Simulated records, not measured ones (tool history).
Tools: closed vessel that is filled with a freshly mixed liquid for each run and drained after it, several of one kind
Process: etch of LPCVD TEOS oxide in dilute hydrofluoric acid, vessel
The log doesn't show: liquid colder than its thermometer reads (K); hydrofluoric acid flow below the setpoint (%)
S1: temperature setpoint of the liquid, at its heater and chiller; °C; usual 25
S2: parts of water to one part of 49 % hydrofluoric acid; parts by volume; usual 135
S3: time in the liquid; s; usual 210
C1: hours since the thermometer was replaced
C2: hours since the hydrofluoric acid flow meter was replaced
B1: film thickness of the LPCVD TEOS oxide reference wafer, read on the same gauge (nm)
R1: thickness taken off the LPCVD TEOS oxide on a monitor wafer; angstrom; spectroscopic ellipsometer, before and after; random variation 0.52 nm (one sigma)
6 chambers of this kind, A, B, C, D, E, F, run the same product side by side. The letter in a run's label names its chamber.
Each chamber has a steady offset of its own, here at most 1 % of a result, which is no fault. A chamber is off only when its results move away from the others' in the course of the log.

run 1A hour=8.2 | S1=25 S2=135 S3=210 | C1=2071.4 C2=782.6 | B1=119.99 | R1=594.51
-- hour=13.3 chamber C: thermometer replaced
run 2B hour=18.6 | S1=25 S2=135 S3=210 | C1=689.9 C2=1565.9 | B1=120 | R1=593.5
run 3F hour=26.8 | S1=25 S2=135 S3=210 | C1=1613.9 C2=393 | B1=120.02 | R1=585.97
run 4C hour=37.6 | S1=25 S2=135 S3=210 | C1=24.3 C2=1185.7 | B1=120.01 | R1=581.7
run 5D hour=43.9 | S1=25 S2=135 S3=210 | C1=1593.6 C2=496 | B1=120.04 | R1=579.85
run 6E hour=52.5 | S1=25 S2=135 S3=210 | C1=2565 C2=1033.8 | B1=119.98 | R1=592.23
run 7F hour=63.3 | S1=25 S2=135 S3=210 | C1=1650.4 C2=429.5 | B1=120 | R1=572.56
run 8C hour=70.2 | S1=25 S2=110 S3=210 | C1=56.9 C2=1218.3 | B1=120.02 | R1=750.12
run 9D hour=75.8 | S1=25 S2=110 S3=210 | C1=1625.5 C2=527.9 | B1=120.02 | R1=736.59
run 10A hour=86.7 | S1=25 S2=110 S3=210 | C1=2149.9 C2=861.1 | B1=120 | R1=747.45
-- hour=87 chamber F: thermometer replaced
run 11B hour=94.1 | S1=25 S2=110 S3=210 | C1=765.4 C2=1641.4 | B1=120 | R1=733.16
run 12E hour=100.9 | S1=25 S2=110 S3=210 | C1=2613.4 C2=1082.2 | B1=119.98 | R1=740
-- hour=102.2 chamber B: hydrofluoric acid flow meter replaced
run 13B hour=108.9 | S1=25 S2=110 S3=210 | C1=780.2 C2=6.8 | B1=119.98 | R1=745.59
run 14D hour=115.3 | S1=25 S2=165 S3=210 | C1=1665 C2=567.4 | B1=119.96 | R1=467.5
run 15A hour=121.7 | S1=25 S2=165 S3=210 | C1=2184.9 C2=896.1 | B1=120.02 | R1=468.07
run 16C hour=132.1 | S1=25 S2=165 S3=210 | C1=118.8 C2=1280.2 | B1=119.97 | R1=458.24
run 17F hour=143.8 | S1=25 S2=165 S3=210 | C1=56.9 C2=510 | B1=120 | R1=460
run 18E hour=150.6 | S1=25 S2=165 S3=210 | C1=2663.1 C2=1131.9 | B1=120.01 | R1=463.48
run 19E hour=162.2 | S1=25 S2=165 S3=210 | C1=2674.7 C2=1143.5 | B1=120.03 | R1=466.9
-- hour=164.1 chamber A: thermometer replaced
-- hour=165.7 chamber B: thermometer replaced
run 20A hour=169.6 | S1=25 S2=135 S3=210 | C1=5.5 C2=944 | B1=120 | R1=589.24
run 21B hour=181.2 | S1=25 S2=135 S3=210 | C1=15.5 C2=79.1 | B1=119.98 | R1=589.5
run 22F hour=192.6 | S1=25 S2=135 S3=210 | C1=105.7 C2=558.8 | B1=120 | R1=584.07
run 23D hour=201.2 | S1=25 S2=135 S3=270 | C1=1750.9 C2=653.3 | B1=120 | R1=737.28
run 24C hour=212.4 | S1=25 S2=135 S3=270 | C1=199.1 C2=1360.5 | B1=120.03 | R1=749.06
run 25C hour=222.1 | S1=25 S2=135 S3=270 | C1=208.8 C2=1370.2 | B1=119.97 | R1=754.26
run 26A hour=232.5 | S1=25 S2=135 S3=270 | C1=68.4 C2=1006.9 | B1=119.98 | R1=749.22
run 27B hour=241 | S1=25 S2=135 S3=270 | C1=75.3 C2=138.9 | B1=120 | R1=753.39
run 28F hour=250.5 | S1=25 S2=135 S3=270 | C1=163.6 C2=616.7 | B1=119.99 | R1=744.49
run 29D hour=258 | S1=21.5 S2=135 S3=115 | C1=1807.7 C2=710.1 | B1=120.01 | R1=277.14
run 30E hour=265.9 | S1=21.5 S2=135 S3=115 | C1=2778.4 C2=1247.2 | B1=120.04 | R1=266.18
run 31B hour=271.4 | S1=21.5 S2=135 S3=115 | C1=105.7 C2=169.3 | B1=119.98 | R1=284.27
run 32F hour=277.9 | S1=21.5 S2=135 S3=115 | C1=191 C2=644.1 | B1=120.02 | R1=277.22
run 33D hour=283.7 | S1=21.5 S2=135 S3=115 | C1=1833.4 C2=735.8 | B1=120.02 | R1=284.62
run 34A hour=293.3 | S1=21.5 S2=135 S3=115 | C1=129.2 C2=1067.7 | B1=120.01 | R1=275.27
run 35C hour=305.3 | S1=25 S2=135 S3=210 | C1=292 C2=1453.4 | B1=120.02 | R1=582.63
run 36E hour=315.4 | S1=25 S2=135 S3=210 | C1=2827.9 C2=1296.7 | B1=120 | R1=547.05
run 37E hour=321.7 | S1=25 S2=135 S3=210 | C1=2834.2 C2=1303 | B1=120.01 | R1=537.04
run 38C hour=333.6 | S1=25 S2=135 S3=210 | C1=320.3 C2=1481.7 | B1=120.02 | R1=586.9
-- hour=335.7 chamber D: thermometer replaced
run 39A hour=343.8 | S1=25 S2=135 S3=210 | C1=179.7 C2=1118.2 | B1=120.04 | R1=591.98
run 40D hour=351.8 | S1=25 S2=135 S3=210 | C1=16.2 C2=803.9 | B1=119.99 | R1=582.34
run 41B hour=361.2 | S1=25 S2=135 S3=210 | C1=195.5 C2=259.1 | B1=119.95 | R1=588.1
run 42F hour=368.3 | S1=25 S2=135 S3=210 | C1=281.4 C2=734.5 | B1=119.99 | R1=582.88
run 43B hour=377.5 | S1=25 S2=135 S3=210 | C1=211.8 C2=275.4 | B1=119.99 | R1=590.95

All 6 chambers run these settings next. Forecast each chamber's results:
run 44A hour=386.1 | S1=25 S2=135 S3=210 | R1=?
run 44B hour=386.1 | S1=25 S2=135 S3=210 | R1=?
run 44C hour=386.1 | S1=25 S2=135 S3=210 | R1=?
run 44D hour=386.1 | S1=25 S2=135 S3=210 | R1=?
run 44E hour=386.1 | S1=25 S2=135 S3=210 | R1=?
run 44F hour=386.1 | S1=25 S2=135 S3=210 | R1=?

run=44A R1=578.96
run=44B R1=584.9
run=44C R1=580.06
run=44D R1=581.38
run=44E R1=522.13
run=44F R1=576.73

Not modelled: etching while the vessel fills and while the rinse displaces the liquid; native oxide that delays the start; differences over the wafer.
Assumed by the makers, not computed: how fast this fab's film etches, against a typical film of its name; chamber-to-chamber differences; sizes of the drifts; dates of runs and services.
